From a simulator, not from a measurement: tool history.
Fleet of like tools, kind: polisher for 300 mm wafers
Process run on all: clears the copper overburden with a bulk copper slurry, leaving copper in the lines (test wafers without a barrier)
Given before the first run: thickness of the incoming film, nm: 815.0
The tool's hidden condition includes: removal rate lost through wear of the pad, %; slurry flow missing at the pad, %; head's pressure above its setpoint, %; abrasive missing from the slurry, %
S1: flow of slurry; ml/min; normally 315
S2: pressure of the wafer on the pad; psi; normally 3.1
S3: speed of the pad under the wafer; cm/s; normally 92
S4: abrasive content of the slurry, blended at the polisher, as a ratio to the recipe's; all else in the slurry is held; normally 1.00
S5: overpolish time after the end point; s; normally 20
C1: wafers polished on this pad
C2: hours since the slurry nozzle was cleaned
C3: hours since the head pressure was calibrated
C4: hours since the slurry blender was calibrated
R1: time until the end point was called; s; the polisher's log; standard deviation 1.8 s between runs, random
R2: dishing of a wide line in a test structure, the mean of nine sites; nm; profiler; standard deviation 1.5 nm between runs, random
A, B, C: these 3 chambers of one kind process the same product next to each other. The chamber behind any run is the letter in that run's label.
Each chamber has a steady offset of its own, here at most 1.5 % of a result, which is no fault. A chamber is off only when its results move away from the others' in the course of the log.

run,day,S1,S2,S3,S4,S5,C1,C2,C3,C4,R1,R2
1B,0.262,315,3.1,92,1.00,20,45,341.1,502.8,75.1,93.699,66.156
2C,0.688,315,3.1,92,1.00,20,255,632.1,603.2,228.5,91.880,67.169
# day 0.912: chamber C: slurry nozzle cleaned
3A,1.138,315,3.1,92,1.00,20,939,625.6,98.8,123.9,98.603,66.917
# day 1.250: chamber C: slurry blender recalibrated
4C,1.408,315,3.1,92,1.00,20,352,12.0,620.5,3.9,95.904,69.202
# day 1.700: chamber A: slurry blender recalibrated
5B,1.846,315,3.1,92,1.00,20,259,379.1,540.8,113.1,93.978,65.443
6A,2.200,315,3.1,92,1.00,20,1083,651.1,124.3,12.1,97.118,65.610
7A,2.679,315,3.1,92,1.00,20,1147,662.6,135.8,23.6,97.249,66.243
8B,2.988,315,3.1,92,1.00,20,413,406.5,568.2,140.5,94.560,65.485
9C,3.396,315,3.1,92,1.00,20,621,59.7,668.2,51.6,98.002,67.592
10C,3.879,315,3.1,92,1.00,20,686,71.3,679.8,63.2,97.042,67.769
# day 4.296: chamber A: slurry nozzle cleaned
# day 4.312: chamber B: slurry blender recalibrated
11A,4.454,315,3.1,92,1.00,20,1387,3.8,178.4,66.2,95.529,67.955
12B,4.712,315,3.1,92,1.00,20,646,447.9,609.6,9.6,95.293,65.928
13B,5.142,315,3.1,118,1.00,20,704,458.2,619.9,19.9,75.673,72.709
# day 5.383: chamber C: worn pad replaced by a new one
14A,5.425,315,3.1,118,1.00,20,1518,27.1,201.7,89.5,73.264,70.693
# day 5.612: chamber B: slurry nozzle cleaned
15C,5.683,315,3.1,118,1.00,20,40,114.6,723.1,106.5,73.377,73.123
# day 5.725: chamber A: worn pad replaced by a new one
16A,6.171,315,3.1,92,1.00,20,60,45.0,219.6,107.4,93.842,66.027
17B,6.442,315,3.1,92,1.00,20,880,20.0,651.1,51.1,94.466,66.362
# day 6.738: chamber B: worn pad replaced by a new one
18C,6.771,315,3.1,92,1.00,29,187,140.7,749.2,132.6,95.882,76.917
# day 7.154: chamber A: slurry blender recalibrated
19C,7.317,315,3.1,92,1.00,29,261,153.8,762.3,145.7,94.811,73.201
20B,7.579,315,3.1,92,1.00,29,113,47.3,678.4,78.4,94.183,76.532
21A,8.004,315,3.1,92,1.00,20,307,89.0,263.6,20.5,94.163,67.783
22C,8.504,315,3.1,92,1.00,20,422,182.3,790.8,174.2,94.336,66.023
23A,8.938,315,3.1,92,1.00,20,434,111.4,286.0,42.9,94.899,63.711
24B,9.442,315,3.1,92,1.00,20,365,92.0,723.1,123.1,92.586,67.907
25B,9.904,315,3.1,92,0.75,20,427,103.1,734.2,134.2,100.610,63.913
26A,10.333,315,3.1,92,0.75,20,622,144.9,319.5,76.4,100.300,63.593
27C,10.608,315,3.1,92,0.75,20,706,232.8,841.3,224.7,102.980,64.667
28B,11.104,315,3.1,92,1.00,20,590,131.9,763.0,163.0,93.701,64.610
29C,11.625,315,3.1,92,1.00,20,843,257.2,865.7,249.1,98.148,67.003
# day 11.812: chamber B: slurry blender recalibrated
# day 12.000: chamber B: worn pad replaced by a new one
30A,12.158,315,3.1,92,1.00,20,869,188.7,363.3,120.2,95.929,67.636
# day 12.379: chamber C: worn pad replaced by a new one
31A,12.492,315,3.1,92,1.00,20,914,196.7,371.3,128.2,94.194,64.220
# day 12.629: chamber C: slurry blender recalibrated
# day 12.758: chamber A: slurry blender recalibrated
32B,13.025,315,3.1,92,1.00,20,139,178.0,809.1,29.2,93.309,66.941
33C,13.350,315,3.1,92,1.00,20,131,298.6,907.1,17.3,94.034,66.462
34C,13.675,315,3.1,92,1.00,20,175,306.4,914.9,25.1,98.558,63.355
35A,14.075,315,3.1,92,1.00,20,1128,234.7,409.3,31.6,95.144,65.736
36B,14.550,315,3.1,80,1.00,9,345,214.6,845.7,65.8,106.210,39.431
37C,14.888,315,3.1,80,1.00,9,338,335.5,944.0,54.2,109.330,38.568
# day 15.150: chamber A: worn pad replaced by a new one
38B,15.283,315,3.1,80,1.00,9,444,232.2,863.3,83.4,111.250,39.582
39A,15.767,315,3.1,92,1.00,20,83,275.3,449.9,72.2,93.900,64.844
40A,16.108,315,3.1,92,0.80,20,129,283.5,458.1,80.4,99.742,64.492
41C,16.425,315,3.1,92,0.80,20,546,372.4,980.9,91.1,100.020,64.847
42B,16.933,315,3.1,92,0.80,20,667,271.8,902.9,123.0,102.550,65.649

Is one chamber off against the others, does the gauge drift, or is nothing wrong? If a chamber is off, say which, and what the likeliest cause is.

Neither any chamber nor the gauge drifts; the chambers differ only by their own small, steady offsets.
